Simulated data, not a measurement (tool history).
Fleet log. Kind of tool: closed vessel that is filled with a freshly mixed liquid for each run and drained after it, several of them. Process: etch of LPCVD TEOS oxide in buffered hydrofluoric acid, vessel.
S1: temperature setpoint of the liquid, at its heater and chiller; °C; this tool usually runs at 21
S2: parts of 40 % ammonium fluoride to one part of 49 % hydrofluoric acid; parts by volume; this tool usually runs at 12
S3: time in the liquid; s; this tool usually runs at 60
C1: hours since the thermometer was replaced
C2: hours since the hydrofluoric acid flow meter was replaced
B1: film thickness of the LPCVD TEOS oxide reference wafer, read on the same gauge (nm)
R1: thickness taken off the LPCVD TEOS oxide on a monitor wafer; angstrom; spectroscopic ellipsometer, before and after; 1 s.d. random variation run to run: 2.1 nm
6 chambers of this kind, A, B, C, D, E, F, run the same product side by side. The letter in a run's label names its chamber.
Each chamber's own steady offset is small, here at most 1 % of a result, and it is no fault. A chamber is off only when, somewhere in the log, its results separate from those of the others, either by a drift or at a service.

run	day	S1	S2	S3	C1	C2	B1	R1
1F	0.412	21	12	60	1116.8	1442.8	89.974	2246.4
2A	0.7	21	12	60	40.6	190.5	89.98	2219.5
3C	1.054	21	12	60	1346.2	182.4	90.036	2254.8
4B	1.571	21	12	60	2414.6	951.1	90.029	2211.5
5D	1.888	21	12	60	141.4	631.2	89.994	2257.3
6E	2.429	24	12	60	962	376	90.01	2661.7
7F	2.838	24	12	60	1175	1501	89.98	2615.4
# day 3.029: chamber B: thermometer replaced
8D	3.267	24	12	60	174.5	664.3	90.003	2641.1
9B	3.796	24	12	60	18.5	1004.5	89.971	2611.6
10C	4.229	24	12	60	1422.4	258.6	90	2682.8
11A	4.771	24	12	60	138.3	288.2	90.005	2619.3
12E	5.275	21	12	60	1030.3	444.3	89.987	2215
13F	5.654	21	12	60	1242.6	1568.6	90.008	2212.1
# day 5.733: chamber F: hydrofluoric acid flow meter replaced
14C	5.925	24.5	12	80	1463.1	299.3	90.009	3589
15E	6.446	24.5	12	80	1058.4	472.4	90.005	3617.6
# day 6.467: chamber C: thermometer replaced
# day 6.725: chamber E: thermometer replaced
16B	6.829	24.5	12	80	91.3	1077.3	89.991	3508.9
17A	7.304	24.5	12	80	199.1	349	90.003	3573.2
18D	7.746	24.5	12	80	282	771.8	90.014	3614.8
19E	8.183	24.5	12	80	35.1	514.1	89.986	3605.1
20C	8.708	21	12	60	53.9	366.1	89.994	2244.5
21D	9.021	21	12	60	312.6	802.4	90.017	2243.8
# day 9.217: chamber E: hydrofluoric acid flow meter replaced
22A	9.404	21	12	60	249.5	399.4	90.002	2212.8
23F	9.929	21	12	60	1345.2	100.8	90.023	2219.4
24B	10.492	21	12	60	179.2	1165.2	90.018	2189.5
25D	10.754	21	12	60	354.2	844	90.011	2232.5
26C	11.038	21	8	30	109.8	422	90.007	1649
27E	11.4	21	8	30	112.3	52.4	90.012	1628.1
28F	11.821	21	8	30	1390.6	146.2	90.008	1643.7
29B	12.171	21	8	30	219.5	1205.5	90.011	1625.7
30A	12.562	21	8	30	325.3	475.2	90.024	1638.8
31F	13.121	21	8	30	1421.8	177.4	89.996	1640.6
# day 13.3: chamber D: hydrofluoric acid flow meter replaced
32E	13.667	21	12	60	166.7	106.8	89.977	2265.8
33A	14.196	21	12	60	364.5	514.4	89.973	2192.9
34C	14.608	21	12	60	195.5	507.7	90.002	2247.4
35B	15.15	25	12	70	291	1277	90.008	3206.1
36D	15.583	25	12	70	470.1	54.9	90.021	3309
37E	15.871	25	12	70	219.6	159.7	89.987	3254.6
38D	16.283	25	12	70	486.9	71.7	90.012	3284.9
39B	16.625	25	12	70	326.4	1312.4	89.993	3195.8
40F	16.879	25	12	70	1512	267.6	90.001	3205.2
41A	17.358	21	8	35	440.4	590.3	90.005	1880.7
42C	17.708	21	8	35	269.9	582.1	89.995	1887.7
43E	18.217	21	8	35	275.9	216	89.994	1855.3

Predict what each chamber gives when all 6 of them run the settings below next.
44A	18.621	21	7.5	60				?
44B	18.621	21	7.5	60				?
44C	18.621	21	7.5	60				?
44D	18.621	21	7.5	60				?
44E	18.621	21	7.5	60				?
44F	18.621	21	7.5	60				?

run	R1
44A	3474.5
44B	3446.3
44C	3468.6
44D	3447.1
44E	3515.9
44F	3501.5
